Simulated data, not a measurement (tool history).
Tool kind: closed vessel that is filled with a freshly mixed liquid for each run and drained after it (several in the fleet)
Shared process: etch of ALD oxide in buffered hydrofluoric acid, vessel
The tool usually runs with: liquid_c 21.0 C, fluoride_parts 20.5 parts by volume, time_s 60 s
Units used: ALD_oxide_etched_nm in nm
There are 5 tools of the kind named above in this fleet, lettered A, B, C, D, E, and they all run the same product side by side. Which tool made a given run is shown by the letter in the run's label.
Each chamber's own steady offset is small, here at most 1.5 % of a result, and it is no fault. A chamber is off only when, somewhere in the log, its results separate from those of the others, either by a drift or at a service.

run,day,liquid_c,fluoride_parts,time_s,hours since the thermometer was replaced,hours since the hydrofluoric acid flow meter was replaced,"read-back film thickness of the ALD oxide reference wafer, read on the same gauge (nm)",ALD_oxide_etched_nm
1D,0.258,21.0,20.5,60,473.1,1713.0,140.02,45.288
2C,0.421,21.0,20.5,60,677.4,160.5,140.01,45.642
3A,0.567,21.0,20.5,60,1752.0,1762.0,139.98,45.776
4E,0.792,21.0,20.5,60,1769.5,102.5,140.02,45.508
5B,1.058,21.0,20.5,60,674.7,377.8,139.98,44.600
6A,1.271,23.5,20.5,95,1768.9,1778.9,140.00,83.051
7C,1.417,23.5,20.5,95,701.3,184.4,140.01,81.476
8E,1.646,23.5,20.5,95,1790.0,123.0,140.00,83.501
9D,1.775,23.5,20.5,95,509.5,1749.4,140.00,82.663
10B,2.033,23.5,20.5,95,698.1,401.2,139.97,81.760
11D,2.292,21.0,20.5,60,521.9,1761.8,139.99,45.586
12A,2.521,21.0,20.5,60,1798.9,1808.9,140.02,45.832
13E,2.642,21.0,20.5,60,1813.9,146.9,140.01,45.627
# day 2.692: chamber D: hydrofluoric acid flow meter replaced
14C,2.854,21.0,20.5,60,735.8,218.9,140.00,44.659
15B,3.079,21.0,20.5,60,723.2,426.3,140.01,44.722
16D,3.262,21.0,20.5,60,545.2,13.8,139.99,45.495
17B,3.521,21.0,20.5,60,733.8,436.9,140.02,44.572
18A,3.667,17.5,14.0,60,1826.4,1836.4,140.00,53.995
19C,3.838,17.5,14.0,60,759.4,242.5,139.98,51.160
20E,4.017,17.5,14.0,60,1846.9,179.9,139.99,54.320
21C,4.146,17.5,14.0,60,766.8,249.9,139.99,51.135
22B,4.392,17.5,14.0,60,754.7,457.8,140.01,53.267
23A,4.575,21.0,16.0,50,1848.2,1858.2,140.02,48.208
24E,4.788,21.0,16.0,50,1865.4,198.4,140.00,48.228
25D,4.992,21.0,16.0,50,586.7,55.3,140.00,48.211
26B,5.117,21.0,16.0,50,772.1,475.2,140.04,47.766
27A,5.392,21.0,16.0,50,1867.8,1877.8,140.01,47.894
28D,5.650,21.0,20.5,60,602.5,71.1,139.99,45.591
29E,5.808,21.0,27.0,40,1889.9,222.9,139.98,25.279
30C,6.008,21.0,27.0,40,811.5,294.6,140.02,23.840
31C,6.233,21.0,27.0,40,816.9,300.0,140.03,23.723
32B,6.425,21.0,27.0,40,803.5,506.6,139.98,24.692
33A,6.608,21.0,27.0,40,1897.0,1907.0,139.99,25.017
34E,6.817,21.0,20.5,60,1914.1,247.1,140.01,45.576
35D,7.075,17.0,20.5,60,636.7,105.3,140.00,36.248
36A,7.233,17.0,20.5,60,1912.0,1922.0,139.97,36.674
37B,7.454,17.0,20.5,60,828.2,531.3,140.01,35.484

Is one chamber off against the others, does the gauge drift, or is nothing wrong? If a chamber is off, say which, and what the likeliest cause is.

One chamber, C, drifts off from the rest bit by bit.
Cause: hydrofluoric acid flow below the setpoint (%) = 8.99.
Not necessarily distinguishable in this log from: liquid colder than its thermometer reads (K).

Chamber C could run next with any of the 4 candidate recipes listed below; each alters the usual settings, and their results appear as question marks. Which one brings its results back in line with what the other chambers deliver on the usual settings?
In line here means within this much of the mean the other chambers give on the usual settings: ALD_oxide_etched_nm 0.760 nm
38C-1,7.658,21.0,22.5,60,,,,?
38C-2,7.658,20.5,21.0,55,,,,?
38C-3,7.658,21.0,18.5,60,,,,?
38C-4,7.658,22.0,18.5,60,,,,?

Mean of the other chambers on the usual settings: ALD_oxide_etched_nm 45.402 nm
run,ALD_oxide_etched_nm
38C-1,39.902
38C-2,37.298
38C-3,45.578
38C-4,48.132
38C-3 is the one that brings the chamber's results back in line with the other chambers.
